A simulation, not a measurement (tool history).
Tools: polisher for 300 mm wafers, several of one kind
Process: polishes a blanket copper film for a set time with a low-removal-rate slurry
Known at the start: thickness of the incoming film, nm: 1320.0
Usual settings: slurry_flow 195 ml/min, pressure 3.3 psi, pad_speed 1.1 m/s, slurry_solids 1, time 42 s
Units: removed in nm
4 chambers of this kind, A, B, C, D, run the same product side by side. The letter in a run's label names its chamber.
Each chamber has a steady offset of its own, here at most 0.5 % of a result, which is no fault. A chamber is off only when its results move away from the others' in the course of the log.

run   hour  slurry_flow  pressure  pad_speed  slurry_solids  time  wafers polished on this pad  hours since the slurry nozzle was cleaned  hours since the head pressure was calibrated  hours since the slurry blender was calibrated  removed
 1A    6.3          195       3.3        1.1              1    42                         1107                                      432.8                                         131.8                                            362   141.48
      11.7  -- chamber A: worn pad replaced by a new one
 2B   13.7          195       3.3        1.1              1    42                          413                                      276.7                                         429.9                                          242.6   140.75
 3D   20.7          195       3.3        1.1              1    42                          297                                      518.9                                         169.8                                          507.9    138.4
 4C   28.4          195       3.3        1.1              1    42                          431                                       32.7                                         230.8                                          286.8   137.56
      33.6  -- chamber A: slurry nozzle cleaned
 5A   33.8          195       3.3        1.1              1    42                          277                                        0.3                                         159.3                                          389.5   138.23
 6B   42.4          195       3.3        1.1              1    42                          772                                      305.4                                         458.6                                          271.3   140.72
      43.9  -- chamber B: worn pad replaced by a new one
      45.1  -- chamber B: slurry blender recalibrated
 7D   51.4          155       3.3        1.1              1    42                          681                                      549.6                                         200.5                                          538.6   134.16
 8C   56.4          155       3.3        1.1              1    42                          781                                       60.7                                         258.8                                          314.8   134.04
      62.1  -- chamber A: slurry blender recalibrated
      64.3  -- chamber C: worn pad replaced by a new one
 9D   65.8          155       3.3        1.1              1    42                          861                                        564                                         214.9                                            553   134.01
      66.7  -- chamber C: slurry blender recalibrated
      73.7  -- chamber D: slurry blender recalibrated
10B   75.5          155       3.3        1.1              1    42                          395                                      338.5                                         491.7                                           30.4   133.75
11C   80.1          195       4.5        1.1              1    42                          198                                       84.4                                         282.5                                           13.5   186.55
12A   88.3          195       4.5        1.1              1    42                          959                                       54.8                                         213.8                                           26.2    185.4
13A   94.4          195       4.5        1.1              1    42                         1035                                       60.9                                         219.9                                           32.3   189.07
      96.1  -- chamber D: worn pad replaced by a new one
      96.3  -- chamber A: worn pad replaced by a new one
      97.1  -- chamber D: slurry nozzle cleaned
14C   99.5          195       4.5        1.1              1    42                          440                                      103.8                                         301.9                                           32.9   188.05
     101.3  -- chamber B: worn pad replaced by a new one
15B  106.8          195       3.3        1.1              1    42                           68                                      369.8                                           523                                           61.7    141.1
16D  115.1          195       3.3        1.1              1    42                          237                                         18                                         264.2                                           41.5   139.55
17C  120.4          195       3.3        1.1              1    42                          702                                      124.7                                         322.8                                           53.8   137.99
     124.7  -- chamber C: worn pad replaced by a new one
18D  128.2          195       3.3       0.78              1    42                          401                                       31.1                                         277.3                                           54.6   98.833
19A    133          195       3.3       0.78              1    42                          460                                       99.5                                         258.5                                           70.9   99.777
20B  139.6          195       3.3       0.78              1    42                          479                                      402.6                                         555.8                                           94.5    99.27
21C  149.3          195       3.3       0.78              1    42                          308                                      153.6                                         351.7                                           82.7   99.161
22A    155          195       3.3        1.1              1    42                          735                                      121.5                                         280.5                                           92.9   137.44
     156.3  -- chamber B: worn pad replaced by a new one
23B  160.9          195       3.3        1.1              1    42                           58                                      423.9                                         577.1                                          115.8   139.44
24D  166.2          195       3.3        1.1              1    42                          877                                       69.1                                         315.3                                           92.6   136.09
25B  174.3          195       3.3        1.1              1    42                          225                                      437.3                                         590.5                                          129.2   140.76
26D  180.1          195       3.3        1.1              1    42                         1051                                         83                                         329.2                                          106.5   138.09
27C  186.9          195       3.3        1.1              1    42                          779                                      191.2                                         389.3                                          120.3   140.67
       187  -- chamber A: worn pad replaced by a new one
     187.5  -- chamber C: worn pad replaced by a new one
     187.7  -- chamber D: worn pad replaced by a new one
28A  194.4          195       3.3        1.1              1    42                           93                                      160.9                                         319.9                                          132.3   137.77
29C  203.7          195       3.3        1.1              1    42                          203                                        208                                         406.1                                          137.1   137.55
30B  210.9          195       3.3        1.1              1    42                          683                                      473.9                                         627.1                                          165.8   138.98
31D  220.2          195       3.3        1.1              1    42                          407                                      123.1                                         369.3                                          146.6    138.2
       221  -- chamber B: worn pad replaced by a new one
32A  227.3          195       2.3        1.1              1    42                          505                                      193.8                                         352.8                                          165.2   96.861
33D  232.7          195       2.3        1.1              1    42                          563                                      135.6                                         381.8                                          159.1   95.763
34C  238.7          195       2.3        1.1              1    42                          641                                        243                                         441.1                                          172.1   95.664
     239.1  -- chamber B: slurry nozzle cleaned
35A  245.8          195       2.3        1.1              1    42                          736                                      212.3                                         371.3                                          183.7   95.019
36B  252.1          195       3.3        1.1              1    42                          389                                       13.1                                         668.3                                            207   142.25
     259.2  -- chamber C: worn pad replaced by a new one
37D  260.5          195       3.3        1.1              1    42                          911                                      163.4                                         409.6                                          186.9   139.97
38A  268.4          195       3.3        1.1              1    42                         1019                                      234.9                                         393.9                                          206.3    135.6
     269.7  -- chamber B: slurry blender recalibrated
39C  275.6          195       3.3        1.1              1    42                          206                                      279.9                                           478                                            209   136.78
     279.4  -- chamber A: worn pad replaced by a new one
40B  281.9          195       3.3       1.36            0.8    42                          762                                       42.9                                         698.1                                           12.2   163.03
     287.6  -- chamber B: worn pad replaced by a new one
41D    288          195       3.3       1.36            0.8    42                         1256                                      190.9                                         437.1                                          214.4    161.2
42A  297.5          195       3.3       1.36            0.8    42                          227                                        264                                           423                                          235.4   164.27
43B  301.7          195       3.3       1.36            0.8    42                          176                                       62.7                                         717.9                                             32   162.22

What goes on in this fleet: one chamber off, a drifting gauge, or nothing beyond the chambers' own small offsets? Name the chamber and the cause, if any.

No chamber stands off beyond its own small offset, and the gauge holds steady.
